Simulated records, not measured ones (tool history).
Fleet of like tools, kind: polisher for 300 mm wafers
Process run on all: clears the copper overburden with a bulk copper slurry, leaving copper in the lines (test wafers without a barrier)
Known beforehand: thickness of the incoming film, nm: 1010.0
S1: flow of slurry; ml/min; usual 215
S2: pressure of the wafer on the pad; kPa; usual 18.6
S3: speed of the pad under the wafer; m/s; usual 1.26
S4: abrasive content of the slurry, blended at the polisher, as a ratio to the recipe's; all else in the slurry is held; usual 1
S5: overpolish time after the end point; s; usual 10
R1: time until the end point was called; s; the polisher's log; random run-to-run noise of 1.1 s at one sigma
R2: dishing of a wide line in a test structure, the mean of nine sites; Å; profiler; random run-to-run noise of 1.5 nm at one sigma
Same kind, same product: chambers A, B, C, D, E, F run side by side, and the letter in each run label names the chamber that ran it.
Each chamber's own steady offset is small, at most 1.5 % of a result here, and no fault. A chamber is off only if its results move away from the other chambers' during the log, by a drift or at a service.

{"run": "1D", "hour": 5.0, "S1": 215, "S2": 18.6, "S3": 1.26, "S4": 1, "S5": 10, "R1": 80.555, "R2": 703.17}
{"run": "2C", "hour": 9.6, "S1": 215, "S2": 18.6, "S3": 1.26, "S4": 1, "S5": 10, "R1": 80.776, "R2": 724.11}
{"hour": 14.1, "done": "chamber B: slurry blender recalibrated"}
{"run": "3F", "hour": 14.5, "S1": 215, "S2": 18.6, "S3": 1.26, "S4": 1, "S5": 10, "R1": 80.788, "R2": 729.1}
{"run": "4E", "hour": 20.2, "S1": 215, "S2": 18.6, "S3": 1.26, "S4": 1, "S5": 10, "R1": 81.642, "R2": 697.69}
{"hour": 23.9, "done": "chamber F: slurry nozzle cleaned"}
{"run": "5A", "hour": 25.0, "S1": 215, "S2": 13.8, "S3": 1.62, "S4": 1, "S5": 10, "R1": 83.756, "R2": 633.28}
{"hour": 25.6, "done": "chamber E: worn pad replaced by a new one"}
{"hour": 27.2, "done": "chamber A: worn pad replaced by a new one"}
{"run": "6B", "hour": 29.4, "S1": 215, "S2": 13.8, "S3": 1.62, "S4": 1, "S5": 10, "R1": 83.766, "R2": 653.64}
{"hour": 33.2, "done": "chamber F: worn pad replaced by a new one"}
{"run": "7D", "hour": 33.9, "S1": 215, "S2": 13.8, "S3": 1.62, "S4": 1, "S5": 10, "R1": 86.302, "R2": 648.04}
{"hour": 37.3, "done": "chamber D: worn pad replaced by a new one"}
{"run": "8E", "hour": 38.0, "S1": 215, "S2": 13.8, "S3": 1.62, "S4": 1, "S5": 10, "R1": 85.559, "R2": 632.62}
{"run": "9B", "hour": 40.6, "S1": 215, "S2": 13.8, "S3": 1.62, "S4": 1, "S5": 10, "R1": 85.553, "R2": 662.31}
{"run": "10F", "hour": 45.0, "S1": 215, "S2": 13.8, "S3": 1.62, "S4": 1, "S5": 10, "R1": 85.154, "R2": 642.36}
{"run": "11C", "hour": 50.4, "S1": 215, "S2": 18.6, "S3": 1.26, "S4": 1, "S5": 10, "R1": 80.906, "R2": 729.33}
{"hour": 51.9, "done": "chamber D: head pressure recalibrated"}
{"run": "12A", "hour": 55.5, "S1": 215, "S2": 18.6, "S3": 1.04, "S4": 1, "S5": 10, "R1": 95.488, "R2": 608.87}
{"run": "13C", "hour": 58.1, "S1": 215, "S2": 18.6, "S3": 1.04, "S4": 1, "S5": 10, "R1": 99.954, "R2": 600.57}
{"hour": 58.5, "done": "chamber C: slurry blender recalibrated"}
{"run": "14D", "hour": 62.4, "S1": 215, "S2": 18.6, "S3": 1.04, "S4": 1, "S5": 10, "R1": 97.635, "R2": 627.53}
{"hour": 65.8, "done": "chamber C: worn pad replaced by a new one"}
{"run": "15A", "hour": 66.2, "S1": 215, "S2": 18.6, "S3": 1.04, "S4": 1, "S5": 10, "R1": 97.191, "R2": 604.97}
{"run": "16F", "hour": 69.4, "S1": 215, "S2": 18.6, "S3": 1.04, "S4": 1, "S5": 10, "R1": 98.457, "R2": 591.43}
{"run": "17E", "hour": 72.7, "S1": 215, "S2": 18.6, "S3": 1.04, "S4": 1, "S5": 10, "R1": 98.397, "R2": 624.4}
{"hour": 73.5, "done": "chamber A: slurry nozzle cleaned"}
{"hour": 76.4, "done": "chamber E: slurry nozzle cleaned"}
{"hour": 76.9, "done": "chamber A: worn pad replaced by a new one"}
{"run": "18B", "hour": 77.5, "S1": 215, "S2": 18.6, "S3": 1.26, "S4": 1, "S5": 10, "R1": 84.384, "R2": 679.33}
{"hour": 78.4, "done": "chamber F: slurry blender recalibrated"}
{"hour": 79.0, "done": "chamber E: worn pad replaced by a new one"}
{"run": "19F", "hour": 81.8, "S1": 215, "S2": 18.6, "S3": 1.26, "S4": 1, "S5": 10, "R1": 80.904, "R2": 678.8}
{"run": "20D", "hour": 87.7, "S1": 215, "S2": 18.6, "S3": 1.26, "S4": 1, "S5": 10, "R1": 82.546, "R2": 709.05}
{"run": "21B", "hour": 92.9, "S1": 215, "S2": 18.6, "S3": 1.26, "S4": 1, "S5": 10, "R1": 82.629, "R2": 695.65}
{"run": "22A", "hour": 97.6, "S1": 215, "S2": 18.6, "S3": 1.26, "S4": 1, "S5": 10, "R1": 78.346, "R2": 713.18}
{"run": "23C", "hour": 100.9, "S1": 215, "S2": 18.6, "S3": 1.26, "S4": 1, "S5": 10, "R1": 79.968, "R2": 718.21}
{"run": "24E", "hour": 104.0, "S1": 215, "S2": 18.6, "S3": 1.26, "S4": 1, "S5": 10, "R1": 79.931, "R2": 684.53}
{"run": "25C", "hour": 107.4, "S1": 215, "S2": 18.6, "S3": 1.26, "S4": 1, "S5": 10, "R1": 79.714, "R2": 701.54}
{"run": "26B", "hour": 113.3, "S1": 215, "S2": 18.6, "S3": 1.26, "S4": 1, "S5": 10, "R1": 85.71, "R2": 700.78}
{"hour": 115.6, "done": "chamber D: worn pad replaced by a new one"}
{"run": "27E", "hour": 117.8, "S1": 215, "S2": 18.6, "S3": 1.26, "S4": 1, "S5": 10, "R1": 79.465, "R2": 724.29}
{"hour": 118.3, "done": "chamber F: worn pad replaced by a new one"}
{"run": "28A", "hour": 121.3, "S1": 215, "S2": 18.6, "S3": 1.26, "S4": 1, "S5": 10, "R1": 80.314, "R2": 704.39}
{"run": "29D", "hour": 124.8, "S1": 215, "S2": 18.6, "S3": 1.26, "S4": 1, "S5": 10, "R1": 80.515, "R2": 672.15}
{"hour": 128.3, "done": "chamber A: worn pad replaced by a new one"}
{"run": "30F", "hour": 128.9, "S1": 215, "S2": 18.6, "S3": 1.26, "S4": 1, "S5": 10, "R1": 81.52, "R2": 706.36}
{"run": "31B", "hour": 131.6, "S1": 165, "S2": 18.6, "S3": 1.26, "S4": 1.25, "S5": 10, "R1": 85.984, "R2": 690.26}
{"hour": 134.7, "done": "chamber B: slurry blender recalibrated"}
{"run": "32C", "hour": 135.8, "S1": 165, "S2": 18.6, "S3": 1.26, "S4": 1.25, "S5": 10, "R1": 80.674, "R2": 719.8}
{"hour": 137.1, "done": "chamber E: worn pad replaced by a new one"}
{"run": "33D", "hour": 139.2, "S1": 165, "S2": 18.6, "S3": 1.26, "S4": 1.25, "S5": 10, "R1": 80.332, "R2": 693.98}
{"run": "34E", "hour": 144.0, "S1": 165, "S2": 18.6, "S3": 1.26, "S4": 1.25, "S5": 10, "R1": 80.818, "R2": 685.64}
{"run": "35A", "hour": 149.3, "S1": 165, "S2": 18.6, "S3": 1.26, "S4": 1.25, "S5": 10, "R1": 81.527, "R2": 694.11}
{"run": "36F", "hour": 153.5, "S1": 165, "S2": 18.6, "S3": 1.26, "S4": 1.25, "S5": 10, "R1": 81.671, "R2": 701.97}
{"run": "37C", "hour": 157.7, "S1": 215, "S2": 18.6, "S3": 1.26, "S4": 1, "S5": 10, "R1": 82.218, "R2": 716.33}
{"hour": 159.2, "done": "chamber D: slurry nozzle cleaned"}
{"run": "38F", "hour": 161.1, "S1": 215, "S2": 18.6, "S3": 1.26, "S4": 1, "S5": 10, "R1": 81.184, "R2": 718.94}
{"run": "39D", "hour": 165.1, "S1": 215, "S2": 18.6, "S3": 1.26, "S4": 1, "S5": 10, "R1": 80.018, "R2": 724.21}
{"run": "40E", "hour": 171.0, "S1": 215, "S2": 18.6, "S3": 1.26, "S4": 1, "S5": 10, "R1": 81.168, "R2": 708.45}
{"run": "41B", "hour": 173.8, "S1": 215, "S2": 18.6, "S3": 1.26, "S4": 1, "S5": 10, "R1": 90.471, "R2": 650.82}
{"hour": 174.6, "done": "chamber A: worn pad replaced by a new one"}
{"run": "42A", "hour": 178.9, "S1": 215, "S2": 18.6, "S3": 1.26, "S4": 1, "S5": 10, "R1": 77.927, "R2": 699.95}

Each of the 6 chambers runs these same settings next. Fill in every chamber's results:
{"run": "43A", "hour": 183.1, "S1": 215, "S2": 18.6, "S3": 1.26, "S4": 1, "S5": 10, "R1": "?", "R2": "?"}
{"run": "43B", "hour": 183.1, "S1": 215, "S2": 18.6, "S3": 1.26, "S4": 1, "S5": 10, "R1": "?", "R2": "?"}
{"run": "43C", "hour": 183.1, "S1": 215, "S2": 18.6, "S3": 1.26, "S4": 1, "S5": 10, "R1": "?", "R2": "?"}
{"run": "43D", "hour": 183.1, "S1": 215, "S2": 18.6, "S3": 1.26, "S4": 1, "S5": 10, "R1": "?", "R2": "?"}
{"run": "43E", "hour": 183.1, "S1": 215, "S2": 18.6, "S3": 1.26, "S4": 1, "S5": 10, "R1": "?", "R2": "?"}
{"run": "43F", "hour": 183.1, "S1": 215, "S2": 18.6, "S3": 1.26, "S4": 1, "S5": 10, "R1": "?", "R2": "?"}

run=43A R1=80.89 R2=690.31
run=43B R1=91.148 R2=645
run=43C R1=79.93 R2=709.63
run=43D R1=80.619 R2=714.33
run=43E R1=81.528 R2=697.36
run=43F R1=81.724 R2=705.95

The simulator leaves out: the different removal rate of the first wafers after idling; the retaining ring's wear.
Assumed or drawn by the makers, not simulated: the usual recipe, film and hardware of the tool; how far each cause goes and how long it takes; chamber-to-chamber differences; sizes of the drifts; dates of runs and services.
